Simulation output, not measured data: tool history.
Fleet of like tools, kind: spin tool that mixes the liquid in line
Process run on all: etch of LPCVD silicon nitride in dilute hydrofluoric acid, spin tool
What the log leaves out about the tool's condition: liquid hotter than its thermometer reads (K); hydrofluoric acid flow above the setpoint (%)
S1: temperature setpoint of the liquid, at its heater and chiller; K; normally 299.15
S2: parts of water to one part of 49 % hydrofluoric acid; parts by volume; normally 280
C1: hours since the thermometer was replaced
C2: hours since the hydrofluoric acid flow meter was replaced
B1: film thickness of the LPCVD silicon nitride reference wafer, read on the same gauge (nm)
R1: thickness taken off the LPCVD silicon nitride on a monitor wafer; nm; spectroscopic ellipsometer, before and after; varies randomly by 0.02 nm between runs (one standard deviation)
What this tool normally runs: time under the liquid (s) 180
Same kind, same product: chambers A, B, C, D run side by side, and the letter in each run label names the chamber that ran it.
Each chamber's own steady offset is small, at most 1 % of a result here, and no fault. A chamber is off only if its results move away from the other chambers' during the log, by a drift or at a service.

Run 1A, hour 3.6: usual settings; C1 992.0; C2 391.9; B1 80.015. Result: R1 0.32274 nm.
Run 2D, hour 6.7: usual settings; C1 153.4; C2 624.0; B1 80.000. Result: R1 0.31598 nm.
Run 3B, hour 9.7: usual settings; C1 507.3; C2 145.7; B1 79.970. Result: R1 0.29940 nm.
Run 4C, hour 13.4: usual settings; C1 263.8; C2 1568.6; B1 79.984. Result: R1 0.29864 nm.
Run 5B, hour 16.2: usual settings; C1 513.8; C2 152.2; B1 79.970. Result: R1 0.31970 nm.
Run 6D, hour 20.0: usual settings; C1 166.7; C2 637.3; B1 80.013. Result: R1 0.33810 nm.
Run 7C, hour 23.7: usual settings; C1 274.1; C2 1578.9; B1 79.967. Result: R1 0.34533 nm.
Run 8A, hour 26.2: usual settings; C1 1014.6; C2 414.5; B1 80.056. Result: R1 0.29955 nm.
Run 9D, hour 29.9: usual settings; C1 176.6; C2 647.2; B1 79.990. Result: R1 0.31374 nm.
Run 10C, hour 33.2: usual settings; C1 283.6; C2 1588.4; B1 79.960. Result: R1 0.31878 nm.
Run 11B, hour 37.6: usual settings; C1 535.2; C2 173.6; B1 79.999. Result: R1 0.28487 nm.
Run 12A, hour 39.7: usual settings; C1 1028.1; C2 428.0; B1 80.001. Result: R1 0.30003 nm.
Run 13A, hour 41.9: usual settings; C1 1030.3; C2 430.2; B1 79.995. Result: R1 0.30910 nm.
Run 14D, hour 45.4: usual settings; C1 192.1; C2 662.7; B1 80.038. Result: R1 0.27399 nm.
Run 15B, hour 48.9: usual settings; C1 546.5; C2 184.9; B1 80.000. Result: R1 0.29660 nm.
Run 16C, hour 53.3: usual settings but S2 400 parts by volume; C1 303.7; C2 1608.5; B1 79.990. Result: R1 0.22416 nm.
Run 17A, hour 57.9: usual settings but S2 400 parts by volume; C1 1046.3; C2 446.2; B1 80.015. Result: R1 0.21823 nm.
Run 18B, hour 62.6: usual settings but S2 400 parts by volume; C1 560.2; C2 198.6; B1 80.014. Result: R1 0.20055 nm.
Run 19D, hour 65.0: usual settings but S2 400 parts by volume; C1 211.7; C2 682.3; B1 80.015. Result: R1 0.23269 nm.
Run 20C, hour 67.1: usual settings; C1 317.5; C2 1622.3; B1 79.977. Result: R1 0.30140 nm.
Run 21A, hour 70.2: usual settings; C1 1058.6; C2 458.5; B1 80.007. Result: R1 0.30038 nm.
Run 22B, hour 74.8: usual settings; C1 572.4; C2 210.8; B1 80.003. Result: R1 0.33095 nm.
Run 23D, hour 77.5: usual settings; C1 224.2; C2 694.8; B1 79.991. Result: R1 0.33113 nm.
Run 24C, hour 80.6: usual settings; C1 331.0; C2 1635.8; B1 79.974. Result: R1 0.29578 nm.
Run 25D, hour 84.6: usual settings; C1 231.3; C2 701.9; B1 79.958. Result: R1 0.30062 nm.
Run 26B, hour 87.4: usual settings; C1 585.0; C2 223.4; B1 79.993. Result: R1 0.30224 nm.
Run 27A, hour 90.7: usual settings; C1 1079.1; C2 479.0; B1 80.006. Result: R1 0.28372 nm.
Run 28C, hour 93.2: usual settings; C1 343.6; C2 1648.4; B1 80.021. Result: R1 0.34017 nm.
Run 29D, hour 97.6: usual settings; C1 244.3; C2 714.9; B1 79.995. Result: R1 0.32411 nm.
Run 30B, hour 100.9: usual settings but S1 295.15 K, S2 380 parts by volume; C1 598.5; C2 236.9; B1 79.988. Result: R1 0.17802 nm.
Run 31A, hour 104.5: usual settings but S1 295.15 K, S2 380 parts by volume; C1 1092.9; C2 492.8; B1 79.997. Result: R1 0.18379 nm.
Run 32C, hour 109.0: usual settings but S1 295.15 K, S2 380 parts by volume; C1 359.4; C2 1664.2; B1 79.983. Result: R1 0.17573 nm.
Run 33C, hour 113.4: usual settings but S1 295.15 K, S2 380 parts by volume; C1 363.8; C2 1668.6; B1 79.981. Result: R1 0.17139 nm.
Run 34D, hour 115.8: usual settings but S1 303.65 K, time under the liquid (s) 115; C1 262.5; C2 733.1; B1 80.018. Result: R1 0.25604 nm.
Run 35A, hour 117.9: usual settings but S1 303.65 K, time under the liquid (s) 115; C1 1106.3; C2 506.2; B1 79.962. Result: R1 0.25145 nm.
Run 36B, hour 121.2: usual settings but S1 303.65 K, time under the liquid (s) 115; C1 618.8; C2 257.2; B1 80.045. Result: R1 0.28548 nm.
Run 37C, hour 123.4: usual settings but S1 303.65 K, time under the liquid (s) 115; C1 373.8; C2 1678.6; B1 79.996. Result: R1 0.26302 nm.
Run 38A, hour 126.8: usual settings; C1 1115.2; C2 515.1; B1 79.992. Result: R1 0.28805 nm.

Next, all 4 chambers run the settings below, one line each with question marks for the results. What does each chamber give?
Run 39A, hour 130.2: usual settings but time under the liquid (s) 240. Result: R1 ?.
Run 39B, hour 130.2: usual settings but time under the liquid (s) 240. Result: R1 ?.
Run 39C, hour 130.2: usual settings but time under the liquid (s) 240. Result: R1 ?.
Run 39D, hour 130.2: usual settings but time under the liquid (s) 240. Result: R1 ?.

run       R1
39A  0.42611
39B  0.42932
39C  0.41832
39D  0.41516
